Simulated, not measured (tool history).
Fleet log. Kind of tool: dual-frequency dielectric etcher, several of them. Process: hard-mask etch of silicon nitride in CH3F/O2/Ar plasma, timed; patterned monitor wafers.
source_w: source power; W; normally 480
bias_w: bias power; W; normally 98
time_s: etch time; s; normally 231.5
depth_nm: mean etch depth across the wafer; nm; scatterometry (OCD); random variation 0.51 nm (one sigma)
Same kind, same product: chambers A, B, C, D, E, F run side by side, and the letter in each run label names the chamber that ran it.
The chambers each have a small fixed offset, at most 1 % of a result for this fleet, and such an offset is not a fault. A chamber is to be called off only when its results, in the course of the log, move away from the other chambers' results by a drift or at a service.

run   hour  source_w  bias_w  time_s  read-back reference wafer on the same gauge, depth_nm  depth_nm
 1C    9.1       480      98   231.5                                                 180.98    194.37
 2F     24       480      98   231.5                                                    181    193.44
 3D   39.9       480      98   231.5                                                    181    190.82
 4B     53       480      98   231.5                                                 180.92    193.66
      61.5  -- chamber A: wet clean of the chamber
 5A   62.6       480      98   231.5                                                 180.99    192.07
 6E   72.2       480      98   231.5                                                 181.05    194.41
 7A   88.4       480      98   231.5                                                 181.11    193.41
      93.6  -- chamber F: wet clean of the chamber
 8F   97.5       480      98   189.5                                                 180.96    158.93
 9E  112.6       480      98   189.5                                                 181.01    158.81
10B  124.5       480      98   189.5                                                 181.04    158.51
11D  135.6       480      98   189.5                                                 181.03    156.91
12C  143.1       480      98   189.5                                                 180.95    159.68
13D  156.1       480      98   189.5                                                 181.09    157.26
14E  171.6       480      98   231.5                                                 180.99    193.34
     178.2  -- chamber F: bias power generator calibrated
15B  182.7       480      98   231.5                                                 180.96    193.44
16C    195       480      98   231.5                                                 180.97    193.72
17F  203.4       480      98   231.5                                                 180.97    193.82
18A  216.8       480      98   231.5                                                 181.03    193.07
19C  226.8       480      98   231.5                                                 181.04    195.05
       239  -- chamber D: wet clean of the chamber
20D  239.6       480      98   231.5                                                 181.07    197.31
21F  250.8       480      98   231.5                                                 181.13    194.08
22B  260.8       480      76   231.5                                                    181    177.12
23A  269.5       480      76   231.5                                                 181.11    175.43
     276.2  -- chamber E: wet clean of the chamber
24E  284.8       480      76   231.5                                                 180.94    177.38
25B  293.7       480      76   231.5                                                 180.94     177.2
26D  307.7       480      76   231.5                                                 181.04    179.92
     312.2  -- chamber A: source power generator calibrated
27E  315.2       480      76   231.5                                                 180.97    176.62
28F    324       480      98   175.5                                                 180.99    147.17
29C  333.4       480      98   175.5                                                 180.94    148.26
     334.2  -- chamber D: bias power generator calibrated
30A  341.9       480      98   175.5                                                  181.1    145.29
31B  357.3       480      98   175.5                                                 181.05    146.95
32A  372.3       480      98   175.5                                                 180.98    146.09
33F  380.1       480      98   175.5                                                 181.04    146.99
34C  388.7       480      98   231.5                                                 180.94    194.04
35D  401.5       590     109   231.5                                                    181    220.46
36E  411.6       590     109   231.5                                                 181.02    216.92
37D    427       590     109   231.5                                                 180.91    220.64
38E  437.3       590     109   231.5                                                 181.03    215.83
39A  445.5       590     109   231.5                                                 180.93    215.91
40B  454.3       590     109   231.5                                                 181.09    216.89
41F  465.8       430      98     164                                                  180.9    131.73

Which is it: a chamber that has drifted or been left off by a service, a gauge drift common to all chambers, or only each chamber's usual small offset? If a chamber is off, name it and its likeliest cause.

A service left chamber D off against the others.
Likeliest cause: etch rate over this chamber's usual, % = 2.61.

Below are 4 candidate recipes for chamber D's next run, each the usual settings with a change, their results shown as question marks. Which of them brings D's results back in line with what the other chambers give on the usual settings?
Maximum distance from the other chambers' mean on the usual settings for a result to count as in line: depth_nm 1.8 nm
42D-1  477.8       480     102   231.5                                                                ?
42D-2  477.8       480      98     228                                                                ?
42D-3  477.8       480      97     225                                                                ?
42D-4  477.8       480      98     239                                                                ?

On the usual settings, the other chambers give on average: depth_nm 193.67 nm
  run  depth_nm
42D-1    200.01
42D-2    194.15
42D-3    190.89
42D-4    203.52
It is 42D-2 that realigns the chamber with its peers.

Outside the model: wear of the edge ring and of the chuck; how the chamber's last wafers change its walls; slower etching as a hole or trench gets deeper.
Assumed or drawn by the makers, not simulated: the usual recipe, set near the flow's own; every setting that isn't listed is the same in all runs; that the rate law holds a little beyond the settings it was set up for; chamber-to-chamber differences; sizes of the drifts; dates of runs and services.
